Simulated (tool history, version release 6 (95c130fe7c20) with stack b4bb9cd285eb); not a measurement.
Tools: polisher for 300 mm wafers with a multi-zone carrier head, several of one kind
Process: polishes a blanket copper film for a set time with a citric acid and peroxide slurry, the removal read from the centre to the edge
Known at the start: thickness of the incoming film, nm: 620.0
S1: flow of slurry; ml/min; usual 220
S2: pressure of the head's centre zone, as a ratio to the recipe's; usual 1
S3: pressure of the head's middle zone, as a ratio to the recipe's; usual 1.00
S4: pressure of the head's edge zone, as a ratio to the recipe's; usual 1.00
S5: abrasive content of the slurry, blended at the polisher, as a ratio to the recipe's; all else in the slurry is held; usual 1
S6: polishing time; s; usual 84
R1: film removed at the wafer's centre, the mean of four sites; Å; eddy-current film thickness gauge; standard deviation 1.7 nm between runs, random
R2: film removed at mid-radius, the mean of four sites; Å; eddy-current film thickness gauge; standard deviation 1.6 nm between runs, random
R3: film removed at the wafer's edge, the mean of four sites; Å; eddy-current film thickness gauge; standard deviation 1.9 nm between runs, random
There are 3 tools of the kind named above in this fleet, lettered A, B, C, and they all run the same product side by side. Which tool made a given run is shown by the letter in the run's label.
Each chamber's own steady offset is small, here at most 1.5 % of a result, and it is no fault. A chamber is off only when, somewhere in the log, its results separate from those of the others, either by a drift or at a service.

run 1A hour=3.3 | S1=220 S2=1 S3=1.00 S4=1.00 S5=1 S6=84 | R1=1790.9 R2=1811.8 R3=1791.3
run 2B hour=7.1 | S1=220 S2=1 S3=1.00 S4=1.00 S5=1 S6=84 | R1=1825.2 R2=1783.2 R3=1798.9
run 3C hour=9.2 | S1=220 S2=1 S3=1.00 S4=1.00 S5=1 S6=84 | R1=1815.3 R2=1793.4 R3=1808.1
run 4A hour=13.9 | S1=220 S2=1 S3=1.00 S4=1.00 S5=1 S6=84 | R1=1803.9 R2=1801.1 R3=1775.5
run 5C hour=16.2 | S1=220 S2=1 S3=1.00 S4=1.00 S5=1 S6=84 | R1=1802.1 R2=1806.1 R3=1814.3
run 6B hour=18.3 | S1=220 S2=1 S3=1.00 S4=1.00 S5=1 S6=84 | R1=1802.6 R2=1791.0 R3=1810.2
-- hour=19.9 chamber C: worn pad replaced by a new one
run 7B hour=21.3 | S1=220 S2=1 S3=1.00 S4=1.00 S5=1 S6=84 | R1=1830.5 R2=1782.4 R3=1825.0
run 8C hour=24.2 | S1=220 S2=1 S3=1.00 S4=1.00 S5=1 S6=84 | R1=1807.7 R2=1769.7 R3=1824.0
run 9A hour=26.3 | S1=220 S2=1 S3=1.00 S4=1.00 S5=1 S6=84 | R1=1823.6 R2=1802.1 R3=1798.6
run 10C hour=30.8 | S1=220 S2=1 S3=1.00 S4=1.00 S5=1 S6=84 | R1=1826.1 R2=1775.2 R3=1784.8
run 11A hour=34.2 | S1=220 S2=1 S3=1.00 S4=1.00 S5=1 S6=84 | R1=1795.5 R2=1783.3 R3=1818.3
run 12B hour=38.2 | S1=220 S2=1 S3=1.11 S4=1.00 S5=1 S6=84 | R1=1792.9 R2=1976.3 R3=1790.4
run 13C hour=41.2 | S1=220 S2=1 S3=1.11 S4=1.00 S5=1 S6=84 | R1=1843.2 R2=1980.2 R3=1813.9
run 14B hour=45.7 | S1=220 S2=1 S3=1.11 S4=1.00 S5=1 S6=84 | R1=1829.7 R2=1976.0 R3=1802.6
run 15A hour=50.5 | S1=220 S2=1 S3=1.00 S4=1.00 S5=1 S6=84 | R1=1813.4 R2=1818.0 R3=1800.7
run 16B hour=53.5 | S1=220 S2=1 S3=1.00 S4=1.00 S5=1 S6=84 | R1=1819.2 R2=1812.9 R3=1790.4
run 17C hour=57.5 | S1=220 S2=1 S3=1.00 S4=1.00 S5=1 S6=84 | R1=1808.7 R2=1810.5 R3=1787.5
run 18A hour=61.0 | S1=220 S2=1 S3=1.00 S4=1.00 S5=1 S6=84 | R1=1815.7 R2=1811.5 R3=1810.1
run 19C hour=64.9 | S1=220 S2=1 S3=1.00 S4=1.00 S5=1 S6=84 | R1=1805.9 R2=1778.8 R3=1813.3
run 20B hour=67.5 | S1=220 S2=1 S3=1.00 S4=1.00 S5=1 S6=84 | R1=1791.4 R2=1809.7 R3=1787.7
run 21A hour=69.6 | S1=220 S2=1 S3=1.00 S4=1.00 S5=1 S6=84 | R1=1836.8 R2=1789.7 R3=1797.7
run 22B hour=72.5 | S1=220 S2=1 S3=1.00 S4=1.00 S5=1 S6=84 | R1=1806.4 R2=1792.2 R3=1803.7
run 23A hour=75.0 | S1=220 S2=1 S3=1.00 S4=1.00 S5=1 S6=84 | R1=1854.6 R2=1803.0 R3=1809.6
run 24C hour=79.7 | S1=220 S2=1 S3=1.00 S4=1.00 S5=1 S6=84 | R1=1813.7 R2=1803.2 R3=1837.5
run 25B hour=83.5 | S1=220 S2=1 S3=1.00 S4=1.00 S5=1 S6=84 | R1=1828.3 R2=1789.8 R3=1781.1
run 26A hour=87.1 | S1=220 S2=1 S3=1.07 S4=1.00 S5=1 S6=84 | R1=1860.9 R2=1906.9 R3=1789.7
run 27C hour=89.4 | S1=220 S2=1 S3=1.07 S4=1.00 S5=1 S6=84 | R1=1836.8 R2=1902.7 R3=1799.7
run 28A hour=93.2 | S1=220 S2=1 S3=1.07 S4=1.00 S5=1 S6=84 | R1=1885.0 R2=1930.9 R3=1800.9
-- hour=95.4 chamber B: worn pad replaced by a new one
run 29C hour=97.9 | S1=220 S2=1 S3=1.00 S4=1.00 S5=1 S6=84 | R1=1800.8 R2=1781.8 R3=1803.1
run 30B hour=100.6 | S1=220 S2=1 S3=1.00 S4=1.00 S5=1 S6=84 | R1=1812.5 R2=1815.8 R3=1812.1
run 31B hour=104.2 | S1=220 S2=1 S3=1.00 S4=1.00 S5=1 S6=84 | R1=1799.8 R2=1774.4 R3=1820.4
run 32C hour=107.2 | S1=220 S2=1 S3=1.00 S4=1.00 S5=1 S6=84 | R1=1780.1 R2=1771.7 R3=1798.3
run 33A hour=112.0 | S1=220 S2=1 S3=1.00 S4=1.00 S5=1 S6=84 | R1=1850.5 R2=1804.4 R3=1779.5
run 34B hour=115.4 | S1=220 S2=1 S3=1.00 S4=1.00 S5=1 S6=84 | R1=1792.3 R2=1825.5 R3=1810.7
run 35A hour=120.1 | S1=220 S2=1 S3=1.00 S4=1.07 S5=1 S6=84 | R1=1906.7 R2=1824.3 R3=1857.2
run 36C hour=123.4 | S1=220 S2=1 S3=1.00 S4=1.07 S5=1 S6=84 | R1=1803.2 R2=1799.6 R3=1837.5
run 37C hour=128.0 | S1=220 S2=1 S3=1.00 S4=1.07 S5=1 S6=84 | R1=1803.2 R2=1778.6 R3=1907.2
run 38A hour=132.0 | S1=220 S2=1 S3=1.00 S4=1.00 S5=1 S6=84 | R1=1874.6 R2=1795.3 R3=1777.4
run 39B hour=135.7 | S1=220 S2=1 S3=1.00 S4=1.00 S5=1 S6=84 | R1=1826.3 R2=1791.2 R3=1817.1
run 40B hour=138.7 | S1=220 S2=1 S3=1.00 S4=1.00 S5=1 S6=84 | R1=1827.7 R2=1785.5 R3=1779.0
run 41A hour=141.6 | S1=220 S2=1 S3=1.00 S4=1.00 S5=1 S6=84 | R1=1915.3 R2=1791.1 R3=1825.4
run 42C hour=145.4 | S1=160 S2=1 S3=1.00 S4=1.00 S5=1 S6=84 | R1=1720.1 R2=1692.1 R3=1749.1
run 43A hour=148.5 | S1=160 S2=1 S3=1.00 S4=1.00 S5=1 S6=84 | R1=1808.6 R2=1697.5 R3=1730.2

Each of the 3 chambers runs these same settings next. Fill in every chamber's results:
run 44A hour=152.0 | S1=220 S2=1 S3=1.00 S4=1.00 S5=1 S6=96 | R1=? R2=? R3=?
run 44B hour=152.0 | S1=220 S2=1 S3=1.00 S4=1.00 S5=1 S6=96 | R1=? R2=? R3=?
run 44C hour=152.0 | S1=220 S2=1 S3=1.00 S4=1.00 S5=1 S6=96 | R1=? R2=? R3=?

run=44A R1=2218.8 R2=2073.1 R3=2063.1
run=44B R1=2103.6 R2=2068.7 R3=2049.1
run=44C R1=2043.8 R2=2037.6 R3=2035.4
